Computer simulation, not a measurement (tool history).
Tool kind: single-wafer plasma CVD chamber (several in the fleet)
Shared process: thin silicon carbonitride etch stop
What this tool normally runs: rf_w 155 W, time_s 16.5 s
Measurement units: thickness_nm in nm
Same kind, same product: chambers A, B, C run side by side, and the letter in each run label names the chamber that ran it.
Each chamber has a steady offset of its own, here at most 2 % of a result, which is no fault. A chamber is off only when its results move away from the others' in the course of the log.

run   hour  rf_w  time_s  hours since the last thermocouple change  hours since the last RF generator calibration  read-back reference wafer on the same gauge, thickness_nm  thickness_nm
 1A      9   155    16.5                                    1220.4                                         1836.7                                                     10.111        8.5491
 2B     18   155    16.5                                     192.9                                          846.9                                                     10.107        8.6493
 3C   28.1   155    16.5                                    2157.4                                          336.9                                                     10.106        8.7903
 4A   39.9   155    16.5                                    1251.3                                         1867.6                                                     10.104        8.5573
 5B   48.3   155    16.5                                     223.2                                          877.2                                                     10.102        8.6621
 6C   54.5   155    16.5                                    2183.8                                          363.3                                                     10.103        8.7789
 7A   64.5   155    16.5                                    1275.9                                         1892.2                                                     10.102        8.5748
 8B   71.6   155    19.3                                     246.5                                          900.5                                                     10.099         10.12
 9C   85.1   155    19.3                                    2214.4                                          393.9                                                     10.099        10.238
10B   98.3   155    19.3                                     273.2                                          927.2                                                       10.1         10.11
11A  110.5   155    16.5                                    1321.9                                         1938.2                                                       10.1        8.5441
12C  119.9   130    19.7                                    2249.2                                          428.7                                                     10.097        9.9343
13C  132.2   130    19.7                                    2261.5                                            441                                                     10.098        9.9403
14B  139.9   130    19.7                                     314.8                                          968.8                                                     10.093        9.7836
15A  150.1   155    16.5                                    1361.5                                         1977.8                                                     10.093        8.5472
16A  160.4   155    16.5                                    1371.8                                         1988.1                                                     10.091         8.544
17B  172.1   155    16.5                                       347                                           1001                                                     10.091          8.64
18C  183.7   155    16.5                                      2313                                          492.5                                                     10.091        8.7798
19A  193.2   155    16.5                                    1404.6                                         2020.9                                                     10.088        8.5499
20C    204   155    16.5                                    2333.3                                          512.8                                                     10.087         8.764
21B  215.9   155    16.5                                     390.8                                         1044.8                                                     10.084        8.6463
22B  228.9   155    16.5                                     403.8                                         1057.8                                                     10.087        8.6178
23A  239.9   155    16.5                                    1451.3                                         2067.6                                                     10.085        8.5386
24C  249.4   155    16.5                                    2378.7                                          558.2                                                      10.08        8.7426
25A    263   155    16.5                                    1474.4                                         2090.7                                                     10.079        8.5304
26C  273.9   155    16.5                                    2403.2                                          582.7                                                     10.078        8.7637
27B  282.9   155    16.5                                     457.8                                         1111.8                                                     10.073        8.6483
28C  297.2   155    16.5                                    2426.5                                            606                                                     10.078        8.7384
29B  305.3   155    16.5                                     480.2                                         1134.2                                                     10.078        8.6303
30A  314.4   155    16.5                                    1525.8                                         2142.1                                                     10.079        8.5332
31A  324.2   130    18.3                                    1535.6                                         2151.9                                                     10.073        8.9778
32C  331.5   130    18.3                                    2460.8                                          640.3                                                     10.071        9.2015
     333.6  -- chamber A: RF generator calibrated
33B  344.4   130    18.3                                     519.3                                         1173.3                                                     10.071        9.0565
34B  354.7   155    16.5                                     529.6                                         1183.6                                                     10.069        8.6335
35A  365.2   155    16.5                                    1576.6                                           31.6                                                     10.068        8.5293
36C  373.3   125    19.3                                    2502.6                                          682.1                                                     10.066        9.5856
     382.6  -- chamber C: thermocouple changed; heater temperature recalibrated
37C  384.4   125    19.3                                       1.9                                          693.2                                                     10.064        9.6053
38B  392.8   125    19.3                                     567.7                                         1221.7                                                     10.066        9.4495
39A  400.8   155    16.5                                    1612.2                                           67.2                                                     10.068        8.5022
     406.6  -- chamber A: thermocouple changed; heater temperature recalibrated
40C  414.2   155    16.5                                      31.7                                            723                                                     10.061        8.7386
41A  424.9   155    16.5                                      18.4                                           91.3                                                     10.063        8.5154

Is one chamber out of step, is the gauge drifting, or do the chambers differ by no more than their own small offsets? For an off chamber, give its letter and the likeliest cause.

None of the chambers is off. What moves is the gauge, dragging all their readings along together.
What lies behind it: gauge reads low (%) = 0.49.
